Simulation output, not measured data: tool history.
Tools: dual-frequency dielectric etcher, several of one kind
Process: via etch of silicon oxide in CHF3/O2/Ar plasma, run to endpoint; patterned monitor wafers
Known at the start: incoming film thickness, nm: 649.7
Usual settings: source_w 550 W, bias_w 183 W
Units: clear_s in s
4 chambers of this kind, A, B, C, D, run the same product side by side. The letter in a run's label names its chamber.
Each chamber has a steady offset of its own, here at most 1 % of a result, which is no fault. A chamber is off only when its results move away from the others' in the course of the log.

run,hour,source_w,bias_w,hours since the last wet clean,hours since the last source power generator calibration,hours since the last bias power generator calibration,clear_s
1D,5.9,550,183,414.2,451.4,2478.6,332.96
2B,16.1,550,183,314.1,569.9,3145.3,333.59
3A,21.9,550,183,343.8,436.5,913.8,338.75
4C,33.6,550,183,381.3,1984.9,2086.0,341.79
5D,43.7,460,183,452.0,489.2,2516.4,361.16
6C,52.2,460,183,399.9,2003.5,2104.6,362.03
7B,64.2,460,183,362.2,618.0,3193.4,360.66
8A,70.2,460,183,392.1,484.8,962.1,361.96
9A,78.9,550,183,400.8,493.5,970.8,335.62
10D,87.6,550,183,495.9,533.1,2560.3,332.57
# hour 90.1: chamber D: wet clean of the chamber
11C,100.6,550,183,448.3,2051.9,2153.0,339.91
# hour 101.9: chamber B: wet clean of the chamber
12B,106.6,550,183,4.8,660.4,3235.8,319.10
# hour 117.0: chamber C: wet clean of the chamber
13C,119.6,550,183,2.7,2070.9,2172.0,339.04
14D,131.0,550,183,41.0,576.5,2603.7,334.41
15B,138.6,440,200,36.8,692.4,3267.8,337.35
16A,149.8,440,200,471.7,564.4,1041.7,357.38
17D,157.0,440,200,67.0,602.5,2629.7,354.67
18A,170.0,440,200,491.9,584.6,1061.9,356.98
# hour 175.3: chamber A: wet clean of the chamber
# hour 177.1: chamber B: bias power generator calibrated
19B,182.1,550,183,80.3,735.9,5.1,317.09
20C,194.5,550,183,77.6,2145.8,2246.9,335.98
21B,201.6,550,183,99.8,755.4,24.6,318.05
22C,212.3,550,183,95.4,2163.6,2264.7,337.82
23D,224.1,550,183,134.1,669.6,2696.8,330.55
24A,230.1,450,146,54.9,644.7,1122.0,394.16
25B,236.7,450,146,134.9,790.5,59.7,370.72
26C,246.6,450,146,129.7,2197.9,2299.0,395.02
27A,253.0,450,146,77.8,667.6,1144.9,394.94
28D,261.6,550,183,171.6,707.1,2734.3,334.44
29B,271.4,550,183,169.6,825.2,94.4,319.79
30A,281.4,440,213,106.2,696.0,1173.3,350.50
31C,289.0,440,213,172.1,2240.3,2341.4,348.65
32D,297.0,440,213,207.0,742.5,2769.7,344.62
33D,306.2,440,213,216.2,751.7,2778.9,344.59
34B,313.2,550,183,211.4,867.0,136.2,317.73
35A,321.5,550,183,146.3,736.1,1213.4,339.86
36C,330.9,550,183,214.0,2282.2,2383.3,339.51

All 4 chambers run these settings next. Forecast each chamber's results:
37A,340.2,550,183,,,,?
37B,340.2,550,183,,,,?
37C,340.2,550,183,,,,?
37D,340.2,550,183,,,,?

run,clear_s
37A,339.37
37B,318.86
37C,336.43
37D,331.48

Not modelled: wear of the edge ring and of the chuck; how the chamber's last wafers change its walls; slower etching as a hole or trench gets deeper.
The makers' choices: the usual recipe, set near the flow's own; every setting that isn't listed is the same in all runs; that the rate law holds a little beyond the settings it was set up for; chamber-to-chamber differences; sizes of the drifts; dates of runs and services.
